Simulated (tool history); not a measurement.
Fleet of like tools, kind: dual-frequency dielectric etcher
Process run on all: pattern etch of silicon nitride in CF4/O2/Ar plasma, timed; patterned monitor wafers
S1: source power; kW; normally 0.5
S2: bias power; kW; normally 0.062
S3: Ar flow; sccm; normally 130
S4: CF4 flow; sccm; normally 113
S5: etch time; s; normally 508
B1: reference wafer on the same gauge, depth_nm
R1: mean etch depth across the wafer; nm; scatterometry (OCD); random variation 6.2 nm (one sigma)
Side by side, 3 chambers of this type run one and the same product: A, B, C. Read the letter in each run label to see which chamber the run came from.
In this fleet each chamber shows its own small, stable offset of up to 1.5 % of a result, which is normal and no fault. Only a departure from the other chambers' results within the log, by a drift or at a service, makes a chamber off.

{"hour": 7.8, "done": "chamber B: wet clean of the chamber"}
{"run": "1C", "hour": 8.3, "S1": 0.5, "S2": 0.062, "S3": 130, "S4": 113, "S5": 508, "B1": 951.15, "R1": 1042.3}
{"run": "2B", "hour": 15.6, "S1": 0.5, "S2": 0.062, "S3": 130, "S4": 113, "S5": 508, "B1": 951.42, "R1": 1028.6}
{"run": "3A", "hour": 20.4, "S1": 0.5, "S2": 0.062, "S3": 130, "S4": 113, "S5": 508, "B1": 950.95, "R1": 1024.7}
{"run": "4A", "hour": 26.0, "S1": 0.5, "S2": 0.062, "S3": 130, "S4": 113, "S5": 508, "B1": 947.82, "R1": 1025.8}
{"run": "5C", "hour": 34.6, "S1": 0.5, "S2": 0.062, "S3": 130, "S4": 113, "S5": 508, "B1": 950.37, "R1": 1043.3}
{"run": "6B", "hour": 42.1, "S1": 0.5, "S2": 0.062, "S3": 130, "S4": 113, "S5": 508, "B1": 950.78, "R1": 1024}
{"run": "7A", "hour": 48.5, "S1": 0.5, "S2": 0.062, "S3": 130, "S4": 113, "S5": 508, "B1": 949.3, "R1": 1027.6}
{"hour": 55.9, "done": "chamber A: Ar flow controller replaced"}
{"run": "8C", "hour": 58.0, "S1": 0.5, "S2": 0.062, "S3": 130, "S4": 113, "S5": 508, "B1": 949.17, "R1": 1041.2}
{"hour": 66.5, "done": "chamber A: wet clean of the chamber"}
{"run": "9B", "hour": 66.9, "S1": 0.5, "S2": 0.062, "S3": 130, "S4": 113, "S5": 508, "B1": 948.91, "R1": 1029.7}
{"run": "10C", "hour": 75.3, "S1": 0.55, "S2": 0.062, "S3": 130, "S4": 137, "S5": 508, "B1": 949.82, "R1": 1149.5}
{"run": "11B", "hour": 86.0, "S1": 0.55, "S2": 0.062, "S3": 130, "S4": 137, "S5": 508, "B1": 950.35, "R1": 1148.4}
{"run": "12A", "hour": 92.5, "S1": 0.55, "S2": 0.062, "S3": 130, "S4": 137, "S5": 508, "B1": 951.91, "R1": 1151.4}
{"run": "13C", "hour": 97.3, "S1": 0.5, "S2": 0.062, "S3": 130, "S4": 113, "S5": 508, "B1": 950.48, "R1": 1048}
{"run": "14A", "hour": 104.9, "S1": 0.5, "S2": 0.062, "S3": 130, "S4": 113, "S5": 508, "B1": 951.44, "R1": 1034.2}
{"run": "15B", "hour": 115.5, "S1": 0.5, "S2": 0.062, "S3": 130, "S4": 113, "S5": 508, "B1": 950.96, "R1": 1027.6}
{"run": "16A", "hour": 121.3, "S1": 0.5, "S2": 0.062, "S3": 130, "S4": 113, "S5": 508, "B1": 950.29, "R1": 1038.4}
{"run": "17B", "hour": 128.1, "S1": 0.5, "S2": 0.062, "S3": 130, "S4": 113, "S5": 508, "B1": 951.27, "R1": 1025.9}
{"run": "18C", "hour": 135.6, "S1": 0.5, "S2": 0.062, "S3": 130, "S4": 113, "S5": 508, "B1": 949.32, "R1": 1052.4}
{"run": "19B", "hour": 142.8, "S1": 0.5, "S2": 0.062, "S3": 130, "S4": 113, "S5": 508, "B1": 948.67, "R1": 1025.3}
{"run": "20A", "hour": 147.7, "S1": 0.5, "S2": 0.062, "S3": 130, "S4": 113, "S5": 508, "B1": 950.25, "R1": 1021.8}
{"run": "21C", "hour": 158.4, "S1": 0.5, "S2": 0.062, "S3": 130, "S4": 113, "S5": 508, "B1": 951.1, "R1": 1035.6}
{"run": "22A", "hour": 168.2, "S1": 0.5, "S2": 0.062, "S3": 130, "S4": 113, "S5": 508, "B1": 948.99, "R1": 1038.3}
{"run": "23B", "hour": 177.0, "S1": 0.39, "S2": 0.062, "S3": 130, "S4": 113, "S5": 508, "B1": 950.24, "R1": 828.22}

Is one chamber off against the others, does the gauge drift, or is nothing wrong? If a chamber is off, say which, and what the likeliest cause is.

No chamber is off and the gauge is stable; the differences are just each chamber's small, constant offset.

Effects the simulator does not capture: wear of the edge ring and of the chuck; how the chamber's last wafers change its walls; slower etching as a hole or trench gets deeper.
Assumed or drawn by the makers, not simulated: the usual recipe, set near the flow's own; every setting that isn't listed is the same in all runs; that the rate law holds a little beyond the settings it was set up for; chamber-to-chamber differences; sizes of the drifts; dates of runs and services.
